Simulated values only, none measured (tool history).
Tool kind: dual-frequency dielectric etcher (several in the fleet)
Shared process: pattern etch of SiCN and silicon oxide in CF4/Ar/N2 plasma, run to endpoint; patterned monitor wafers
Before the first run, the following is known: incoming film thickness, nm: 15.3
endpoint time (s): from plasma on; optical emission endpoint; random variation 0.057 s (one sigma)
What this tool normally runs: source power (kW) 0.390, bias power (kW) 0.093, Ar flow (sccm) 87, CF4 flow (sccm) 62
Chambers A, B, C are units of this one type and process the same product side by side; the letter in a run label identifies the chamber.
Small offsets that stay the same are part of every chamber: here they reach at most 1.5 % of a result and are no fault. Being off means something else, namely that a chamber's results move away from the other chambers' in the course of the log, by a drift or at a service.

run	hour	source power (kW)	bias power (kW)	Ar flow (sccm)	CF4 flow (sccm)	endpoint time (s)
1B	8.8	0.390	0.093	87	62	18.467
2C	17.8	0.390	0.093	87	62	18.342
3A	30.3	0.390	0.093	87	62	18.526
4C	41.5	0.390	0.093	87	62	18.350
5A	48.0	0.390	0.093	87	62	18.411
6B	60.3	0.390	0.093	87	62	18.590
# hour 61.1: chamber C: wet clean of the chamber
7C	73.7	0.390	0.093	87	62	18.331
8A	85.7	0.390	0.093	87	62	18.347
# hour 87.0: chamber A: bias power generator calibrated
9B	98.7	0.390	0.093	87	62	18.629
10B	105.7	0.390	0.093	87	62	18.656
11A	119.6	0.390	0.093	87	62	18.489
12C	125.8	0.390	0.093	87	62	18.419
13B	136.7	0.390	0.093	87	62	18.618
14A	144.3	0.450	0.093	87	62	16.251
15C	150.9	0.450	0.093	87	62	16.177
16C	163.8	0.450	0.093	87	62	16.154
# hour 172.9: chamber A: source power generator calibrated
17B	177.9	0.390	0.093	87	62	18.610
18A	184.5	0.390	0.093	87	62	18.029
19C	193.8	0.390	0.093	87	62	18.331
20B	206.0	0.390	0.093	87	62	18.477
21A	212.2	0.390	0.093	87	62	18.023
22B	225.5	0.390	0.093	87	62	18.543
23C	233.8	0.390	0.093	87	62	18.379
24A	247.9	0.390	0.093	87	62	17.929
25B	255.2	0.390	0.093	87	62	18.564
26A	266.1	0.390	0.093	87	62	17.905

Each of the 3 chambers runs these same settings next. Fill in every chamber's results:
27A	276.3	0.390	0.093	87	62	?
27B	276.3	0.390	0.093	87	62	?
27C	276.3	0.390	0.093	87	62	?

run	endpoint time (s)
27A	17.959
27B	18.613
27C	18.342
